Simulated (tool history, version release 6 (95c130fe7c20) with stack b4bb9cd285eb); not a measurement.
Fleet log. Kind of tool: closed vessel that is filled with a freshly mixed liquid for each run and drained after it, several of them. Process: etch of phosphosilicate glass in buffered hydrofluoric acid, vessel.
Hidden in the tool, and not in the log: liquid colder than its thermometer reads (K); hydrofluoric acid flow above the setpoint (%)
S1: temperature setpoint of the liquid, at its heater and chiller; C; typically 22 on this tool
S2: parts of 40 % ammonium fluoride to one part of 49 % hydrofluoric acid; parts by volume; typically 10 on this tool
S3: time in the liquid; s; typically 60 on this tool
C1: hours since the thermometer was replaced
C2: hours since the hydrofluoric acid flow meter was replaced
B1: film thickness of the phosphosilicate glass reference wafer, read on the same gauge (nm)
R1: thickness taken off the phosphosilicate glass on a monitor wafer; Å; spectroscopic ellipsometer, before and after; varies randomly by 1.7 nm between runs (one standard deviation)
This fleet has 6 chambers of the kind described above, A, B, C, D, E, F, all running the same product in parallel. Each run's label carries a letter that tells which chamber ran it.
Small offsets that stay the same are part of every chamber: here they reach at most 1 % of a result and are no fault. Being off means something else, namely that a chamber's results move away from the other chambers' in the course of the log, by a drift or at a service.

{"hour": 8.7, "done": "chamber E: thermometer replaced"}
{"run": "1C", "hour": 11.0, "S1": 22, "S2": 10, "S3": 60, "C1": 550.6, "C2": 364.7, "B1": 80.018, "R1": 2182.3}
{"run": "2F", "hour": 21.2, "S1": 22, "S2": 10, "S3": 60, "C1": 430.7, "C2": 94.9, "B1": 79.98, "R1": 2217.7}
{"run": "3D", "hour": 31.0, "S1": 22, "S2": 10, "S3": 60, "C1": 551.2, "C2": 671.2, "B1": 79.986, "R1": 2204.2}
{"run": "4B", "hour": 43.1, "S1": 22, "S2": 10, "S3": 60, "C1": 104.6, "C2": 93.1, "B1": 79.998, "R1": 2200.3}
{"run": "5A", "hour": 51.1, "S1": 22, "S2": 10, "S3": 60, "C1": 1793.2, "C2": 1882.9, "B1": 80.018, "R1": 2188.8}
{"run": "6E", "hour": 59.3, "S1": 22, "S2": 10, "S3": 60, "C1": 50.6, "C2": 2125.5, "B1": 80.002, "R1": 2193.3}
{"run": "7E", "hour": 71.4, "S1": 17.5, "S2": 10, "S3": 75, "C1": 62.7, "C2": 2137.6, "B1": 79.995, "R1": 2115.4}
{"run": "8C", "hour": 77.3, "S1": 17.5, "S2": 10, "S3": 75, "C1": 616.9, "C2": 431, "B1": 80.02, "R1": 2148.6}
{"run": "9F", "hour": 86.9, "S1": 17.5, "S2": 10, "S3": 75, "C1": 496.4, "C2": 160.6, "B1": 79.967, "R1": 2132.2}
{"hour": 93.2, "done": "chamber E: hydrofluoric acid flow meter replaced"}
{"run": "10A", "hour": 99.7, "S1": 17.5, "S2": 10, "S3": 75, "C1": 1841.8, "C2": 1931.5, "B1": 79.99, "R1": 2170.8}
{"run": "11B", "hour": 105.5, "S1": 17.5, "S2": 10, "S3": 75, "C1": 167, "C2": 155.5, "B1": 80.012, "R1": 2136.9}
{"run": "12D", "hour": 117.0, "S1": 17.5, "S2": 10, "S3": 75, "C1": 637.2, "C2": 757.2, "B1": 80.008, "R1": 2169.4}
{"run": "13D", "hour": 128.6, "S1": 22, "S2": 10, "S3": 60, "C1": 648.8, "C2": 768.8, "B1": 79.974, "R1": 2221.5}
{"run": "14B", "hour": 137.7, "S1": 22, "S2": 10, "S3": 60, "C1": 199.2, "C2": 187.7, "B1": 80.021, "R1": 2234.8}
{"run": "15A", "hour": 144.4, "S1": 22, "S2": 10, "S3": 60, "C1": 1886.5, "C2": 1976.2, "B1": 80.003, "R1": 2210.4}
{"run": "16F", "hour": 154.7, "S1": 22, "S2": 10, "S3": 60, "C1": 564.2, "C2": 228.4, "B1": 80.03, "R1": 2187.8}
{"run": "17C", "hour": 162.8, "S1": 22, "S2": 10, "S3": 60, "C1": 702.4, "C2": 516.5, "B1": 80.003, "R1": 2232.9}
{"run": "18E", "hour": 169.7, "S1": 22, "S2": 10, "S3": 60, "C1": 161, "C2": 76.5, "B1": 80.009, "R1": 2169.6}
{"run": "19D", "hour": 178.6, "S1": 22, "S2": 10, "S3": 60, "C1": 698.8, "C2": 818.8, "B1": 79.999, "R1": 2227.6}
{"run": "20B", "hour": 185.1, "S1": 22, "S2": 10, "S3": 60, "C1": 246.6, "C2": 235.1, "B1": 80.007, "R1": 2211.5}
{"run": "21F", "hour": 193.1, "S1": 22, "S2": 10, "S3": 60, "C1": 602.6, "C2": 266.8, "B1": 79.985, "R1": 2248.6}
{"run": "22A", "hour": 203.8, "S1": 24, "S2": 10, "S3": 75, "C1": 1945.9, "C2": 2035.6, "B1": 80.002, "R1": 3082.5}
{"run": "23C", "hour": 214.3, "S1": 24, "S2": 10, "S3": 75, "C1": 753.9, "C2": 568, "B1": 79.989, "R1": 3150.2}
{"run": "24E", "hour": 225.7, "S1": 24, "S2": 10, "S3": 75, "C1": 217, "C2": 132.5, "B1": 79.977, "R1": 3025.7}
{"run": "25D", "hour": 232.7, "S1": 24, "S2": 10, "S3": 75, "C1": 752.9, "C2": 872.9, "B1": 79.984, "R1": 3085.1}
{"run": "26A", "hour": 240.7, "S1": 24, "S2": 10, "S3": 75, "C1": 1982.8, "C2": 2072.5, "B1": 79.995, "R1": 3123.9}
{"run": "27E", "hour": 249.0, "S1": 24, "S2": 10, "S3": 75, "C1": 240.3, "C2": 155.8, "B1": 80.013, "R1": 3036.7}
{"run": "28B", "hour": 255.3, "S1": 22, "S2": 10, "S3": 60, "C1": 316.8, "C2": 305.3, "B1": 80.013, "R1": 2222.7}
{"run": "29C", "hour": 265.6, "S1": 22, "S2": 11.5, "S3": 60, "C1": 805.2, "C2": 619.3, "B1": 79.998, "R1": 2012}
{"run": "30F", "hour": 278.1, "S1": 22, "S2": 11.5, "S3": 60, "C1": 687.6, "C2": 351.8, "B1": 80.008, "R1": 1959.2}
{"run": "31A", "hour": 289.3, "S1": 22, "S2": 11.5, "S3": 60, "C1": 2031.4, "C2": 2121.1, "B1": 79.991, "R1": 1943.6}
{"run": "32C", "hour": 297.6, "S1": 22, "S2": 11.5, "S3": 60, "C1": 837.2, "C2": 651.3, "B1": 79.995, "R1": 2073.5}
{"run": "33D", "hour": 306.3, "S1": 22, "S2": 11.5, "S3": 60, "C1": 826.5, "C2": 946.5, "B1": 79.993, "R1": 1930}
{"run": "34F", "hour": 315.0, "S1": 22, "S2": 11.5, "S3": 60, "C1": 724.5, "C2": 388.7, "B1": 79.992, "R1": 1986.1}
{"hour": 320.7, "done": "chamber F: hydrofluoric acid flow meter replaced"}
{"run": "35B", "hour": 324.4, "S1": 22, "S2": 10, "S3": 60, "C1": 385.9, "C2": 374.4, "B1": 79.998, "R1": 2186.4}
{"run": "36E", "hour": 333.2, "S1": 22, "S2": 10, "S3": 60, "C1": 324.5, "C2": 240, "B1": 80.002, "R1": 2210.4}
{"run": "37F", "hour": 344.9, "S1": 22, "S2": 10, "S3": 60, "C1": 754.4, "C2": 24.2, "B1": 80.011, "R1": 2221.1}
{"run": "38D", "hour": 352.1, "S1": 22, "S2": 10, "S3": 60, "C1": 872.3, "C2": 992.3, "B1": 80.001, "R1": 2204.1}
{"run": "39B", "hour": 360.8, "S1": 22, "S2": 10, "S3": 60, "C1": 422.3, "C2": 410.8, "B1": 80.004, "R1": 2197.2}

All 6 chambers run these settings next. Forecast each chamber's results:
{"run": "40A", "hour": 369.9, "S1": 22, "S2": 10, "S3": 60, "R1": "?"}
{"run": "40B", "hour": 369.9, "S1": 22, "S2": 10, "S3": 60, "R1": "?"}
{"run": "40C", "hour": 369.9, "S1": 22, "S2": 10, "S3": 60, "R1": "?"}
{"run": "40D", "hour": 369.9, "S1": 22, "S2": 10, "S3": 60, "R1": "?"}
{"run": "40E", "hour": 369.9, "S1": 22, "S2": 10, "S3": 60, "R1": "?"}
{"run": "40F", "hour": 369.9, "S1": 22, "S2": 10, "S3": 60, "R1": "?"}

run=40A R1=2171.9
run=40B R1=2227.2
run=40C R1=2346.9
run=40D R1=2204.7
run=40E R1=2196.2
run=40F R1=2211.8

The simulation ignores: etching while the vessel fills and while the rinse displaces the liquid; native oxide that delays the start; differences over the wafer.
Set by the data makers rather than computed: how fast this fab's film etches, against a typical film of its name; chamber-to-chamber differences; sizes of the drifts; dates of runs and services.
